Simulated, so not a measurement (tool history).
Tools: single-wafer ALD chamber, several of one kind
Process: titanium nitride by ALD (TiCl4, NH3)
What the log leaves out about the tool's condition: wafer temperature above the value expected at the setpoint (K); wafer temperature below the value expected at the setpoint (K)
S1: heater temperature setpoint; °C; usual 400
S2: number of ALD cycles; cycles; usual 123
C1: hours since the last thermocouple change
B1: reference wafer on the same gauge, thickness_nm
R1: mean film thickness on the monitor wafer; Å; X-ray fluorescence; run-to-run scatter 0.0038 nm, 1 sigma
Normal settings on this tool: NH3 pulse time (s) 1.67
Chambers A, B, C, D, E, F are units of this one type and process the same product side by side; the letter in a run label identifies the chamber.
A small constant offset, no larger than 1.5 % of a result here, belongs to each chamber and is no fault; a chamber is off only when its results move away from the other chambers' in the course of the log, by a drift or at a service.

{"run": "1C", "day": 0.421, "S1": 400, "S2": 123, "NH3 pulse time (s)": 1.67, "C1": 1259.7, "B1": 2.5898, "R1": 26.683}
{"run": "2A", "day": 0.85, "S1": 400, "S2": 123, "NH3 pulse time (s)": 1.67, "C1": 542.2, "B1": 2.5896, "R1": 26.906}
{"run": "3D", "day": 1.204, "S1": 400, "S2": 123, "NH3 pulse time (s)": 1.67, "C1": 962.7, "B1": 2.5893, "R1": 26.722}
{"run": "4B", "day": 1.517, "S1": 400, "S2": 123, "NH3 pulse time (s)": 1.67, "C1": 600.2, "B1": 2.5885, "R1": 26.979}
{"run": "5E", "day": 1.829, "S1": 400, "S2": 123, "NH3 pulse time (s)": 1.67, "C1": 1165.5, "B1": 2.5891, "R1": 26.878}
{"run": "6F", "day": 2.358, "S1": 400, "S2": 123, "NH3 pulse time (s)": 1.67, "C1": 1283, "B1": 2.5886, "R1": 26.709}
{"run": "7E", "day": 2.683, "S1": 400, "S2": 123, "NH3 pulse time (s)": 1.67, "C1": 1186, "B1": 2.5873, "R1": 26.796}
{"run": "8C", "day": 3.308, "S1": 400, "S2": 123, "NH3 pulse time (s)": 1.67, "C1": 1329, "B1": 2.5864, "R1": 26.652}
{"run": "9B", "day": 3.929, "S1": 400, "S2": 123, "NH3 pulse time (s)": 1.67, "C1": 658.1, "B1": 2.5879, "R1": 26.94}
{"run": "10A", "day": 4.45, "S1": 400, "S2": 123, "NH3 pulse time (s)": 1.67, "C1": 628.6, "B1": 2.5859, "R1": 26.781}
{"run": "11D", "day": 4.788, "S1": 400, "S2": 123, "NH3 pulse time (s)": 1.67, "C1": 1048.7, "B1": 2.5859, "R1": 26.666}
{"run": "12F", "day": 5.092, "S1": 400, "S2": 123, "NH3 pulse time (s)": 1.67, "C1": 1348.6, "B1": 2.5851, "R1": 26.641}
{"run": "13B", "day": 5.742, "S1": 400, "S2": 123, "NH3 pulse time (s)": 1.67, "C1": 701.6, "B1": 2.5853, "R1": 26.951}
{"run": "14E", "day": 6.325, "S1": 400, "S2": 123, "NH3 pulse time (s)": 1.67, "C1": 1273.4, "B1": 2.5844, "R1": 26.798}
{"run": "15F", "day": 6.838, "S1": 400, "S2": 123, "NH3 pulse time (s)": 1.67, "C1": 1390.5, "B1": 2.5842, "R1": 26.613}
{"run": "16D", "day": 7.25, "S1": 400, "S2": 123, "NH3 pulse time (s)": 1.67, "C1": 1107.8, "B1": 2.5839, "R1": 26.659}
{"run": "17A", "day": 7.775, "S1": 400, "S2": 123, "NH3 pulse time (s)": 1.67, "C1": 708.4, "B1": 2.5834, "R1": 26.843}
{"run": "18C", "day": 8.15, "S1": 407, "S2": 123, "NH3 pulse time (s)": 1.67, "C1": 1445.2, "B1": 2.5839, "R1": 26.698}
{"run": "19B", "day": 8.621, "S1": 407, "S2": 123, "NH3 pulse time (s)": 1.67, "C1": 770.7, "B1": 2.5833, "R1": 27}
{"run": "20C", "day": 9.117, "S1": 407, "S2": 123, "NH3 pulse time (s)": 1.67, "C1": 1468.4, "B1": 2.583, "R1": 26.748}
{"run": "21F", "day": 9.6, "S1": 407, "S2": 123, "NH3 pulse time (s)": 1.67, "C1": 1456.8, "B1": 2.5821, "R1": 26.693}
{"run": "22A", "day": 10.154, "S1": 407, "S2": 123, "NH3 pulse time (s)": 1.67, "C1": 765.5, "B1": 2.5826, "R1": 26.867}
{"run": "23E", "day": 10.475, "S1": 407, "S2": 123, "NH3 pulse time (s)": 1.67, "C1": 1373, "B1": 2.5822, "R1": 26.77}
{"run": "24D", "day": 10.979, "S1": 386, "S2": 134, "NH3 pulse time (s)": 1.67, "C1": 1197.3, "B1": 2.5804, "R1": 28.547}
{"run": "25D", "day": 11.388, "S1": 386, "S2": 134, "NH3 pulse time (s)": 1.67, "C1": 1207.1, "B1": 2.5798, "R1": 28.648}
{"run": "26C", "day": 11.942, "S1": 386, "S2": 134, "NH3 pulse time (s)": 1.67, "C1": 1536.2, "B1": 2.5797, "R1": 28.572}
{"run": "27A", "day": 12.383, "S1": 386, "S2": 134, "NH3 pulse time (s)": 1.67, "C1": 819, "B1": 2.5797, "R1": 28.739}
{"run": "28B", "day": 12.733, "S1": 386, "S2": 134, "NH3 pulse time (s)": 1.67, "C1": 869.4, "B1": 2.5801, "R1": 28.905}
{"run": "29F", "day": 13.362, "S1": 386, "S2": 134, "NH3 pulse time (s)": 1.67, "C1": 1547.1, "B1": 2.5788, "R1": 28.479}
{"run": "30E", "day": 13.658, "S1": 400, "S2": 123, "NH3 pulse time (s)": 1.67, "C1": 1449.4, "B1": 2.5778, "R1": 26.754}
{"run": "31C", "day": 14.004, "S1": 400, "S2": 123, "NH3 pulse time (s)": 1.67, "C1": 1585.7, "B1": 2.5794, "R1": 26.537}
{"run": "32D", "day": 14.346, "S1": 400, "S2": 123, "NH3 pulse time (s)": 1.67, "C1": 1278.1, "B1": 2.5779, "R1": 26.538}
{"run": "33B", "day": 14.654, "S1": 400, "S2": 123, "NH3 pulse time (s)": 1.67, "C1": 915.5, "B1": 2.5771, "R1": 26.851}
{"run": "34E", "day": 15.267, "S1": 400, "S2": 123, "NH3 pulse time (s)": 1.67, "C1": 1488, "B1": 2.5765, "R1": 26.695}
{"run": "35A", "day": 15.588, "S1": 400, "S2": 123, "NH3 pulse time (s)": 1.67, "C1": 895.9, "B1": 2.577, "R1": 26.785}
{"run": "36F", "day": 16.125, "S1": 400, "S2": 123, "NH3 pulse time (s)": 1.67, "C1": 1613.4, "B1": 2.5758, "R1": 26.525}
{"run": "37E", "day": 16.454, "S1": 400, "S2": 123, "NH3 pulse time (s)": 1.67, "C1": 1516.5, "B1": 2.576, "R1": 26.736}
{"run": "38C", "day": 16.825, "S1": 388, "S2": 123, "NH3 pulse time (s)": 1.67, "C1": 1653.4, "B1": 2.5755, "R1": 26.236}
{"run": "39D", "day": 17.125, "S1": 388, "S2": 123, "NH3 pulse time (s)": 1.67, "C1": 1344.8, "B1": 2.5755, "R1": 26.224}
{"run": "40A", "day": 17.533, "S1": 388, "S2": 123, "NH3 pulse time (s)": 1.67, "C1": 942.6, "B1": 2.5756, "R1": 26.35}

Next, all 6 chambers run the settings below, one line each with question marks for the results. What does each chamber give?
{"run": "41A", "day": 18.0, "S1": 388, "S2": 123, "NH3 pulse time (s)": 1.67, "R1": "?"}
{"run": "41B", "day": 18.0, "S1": 388, "S2": 123, "NH3 pulse time (s)": 1.67, "R1": "?"}
{"run": "41C", "day": 18.0, "S1": 388, "S2": 123, "NH3 pulse time (s)": 1.67, "R1": "?"}
{"run": "41D", "day": 18.0, "S1": 388, "S2": 123, "NH3 pulse time (s)": 1.67, "R1": "?"}
{"run": "41E", "day": 18.0, "S1": 388, "S2": 123, "NH3 pulse time (s)": 1.67, "R1": "?"}
{"run": "41F", "day": 18.0, "S1": 388, "S2": 123, "NH3 pulse time (s)": 1.67, "R1": "?"}

run=41A R1=26.454
run=41B R1=26.523
run=41C R1=26.29
run=41D R1=26.279
run=41E R1=26.43
run=41F R1=26.194

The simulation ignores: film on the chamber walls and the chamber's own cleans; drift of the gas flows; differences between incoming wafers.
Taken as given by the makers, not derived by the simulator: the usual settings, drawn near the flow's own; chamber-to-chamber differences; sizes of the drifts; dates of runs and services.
